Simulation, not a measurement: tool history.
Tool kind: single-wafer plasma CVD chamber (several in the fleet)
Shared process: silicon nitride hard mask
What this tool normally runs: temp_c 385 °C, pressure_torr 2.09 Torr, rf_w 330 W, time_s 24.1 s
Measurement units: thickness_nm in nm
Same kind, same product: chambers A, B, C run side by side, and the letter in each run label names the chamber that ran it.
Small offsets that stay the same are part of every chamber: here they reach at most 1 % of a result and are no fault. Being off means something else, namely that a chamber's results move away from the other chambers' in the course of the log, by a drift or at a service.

run,hour,temp_c,pressure_torr,rf_w,time_s,"read-back reference wafer on the same gauge, thickness_nm",thickness_nm
1C,9.5,385,2.09,330,24.1,34.717,32.382
2B,18.1,385,2.09,330,24.1,34.714,32.050
3A,24.2,385,2.09,330,24.1,34.680,32.080
4A,32.1,385,2.09,330,24.1,34.713,32.100
5B,40.0,385,2.09,330,24.1,34.691,32.019
6C,51.1,385,2.09,330,24.1,34.691,32.171
7A,62.1,385,2.09,330,24.1,34.699,31.994
8C,68.6,385,2.09,330,24.1,34.707,32.394
9B,76.1,385,2.09,330,24.1,34.706,32.003
10A,86.7,385,2.09,330,24.1,34.686,32.005
11C,94.2,385,2.09,330,24.1,34.674,32.306
12B,99.7,385,2.09,330,24.1,34.701,32.071
13C,111.3,385,2.09,330,24.1,34.724,32.279
14A,118.0,385,2.09,330,24.1,34.702,31.928
15B,128.9,385,2.09,330,24.1,34.676,31.790
16A,139.0,385,2.09,330,24.1,34.667,31.948
17C,147.7,385,2.09,330,24.1,34.694,32.324
18B,157.4,385,2.09,330,24.1,34.708,31.977
19B,165.3,385,2.09,365,19.8,34.713,27.910
20C,176.7,385,2.09,365,19.8,34.682,28.259
21A,188.0,385,2.09,365,19.8,34.703,27.937
22C,198.7,385,2.09,330,24.1,34.712,32.377
23A,204.8,385,2.09,330,24.1,34.689,32.188
24B,216.6,385,2.09,330,24.1,34.692,32.109
25B,227.0,385,2.09,330,24.1,34.693,31.981
# hour 230.6: chamber B: RF generator calibrated
26C,232.7,385,2.09,330,24.1,34.677,32.417
27A,241.1,385,2.09,330,24.1,34.694,32.086
28B,252.5,385,2.09,330,24.1,34.673,31.961
29A,260.7,385,2.09,330,24.1,34.721,31.951
30C,266.0,385,2.09,330,24.1,34.702,32.365
31C,272.6,385,2.09,330,24.1,34.695,32.151
32A,277.9,385,2.09,330,24.1,34.712,32.027
33B,288.6,385,2.09,330,24.1,34.696,31.909

Is one chamber out of step, is the gauge drifting, or do the chambers differ by no more than their own small offsets? For an off chamber, give its letter and the likeliest cause.

All chambers stay in line apart from their small fixed offsets, and the gauge does not drift.

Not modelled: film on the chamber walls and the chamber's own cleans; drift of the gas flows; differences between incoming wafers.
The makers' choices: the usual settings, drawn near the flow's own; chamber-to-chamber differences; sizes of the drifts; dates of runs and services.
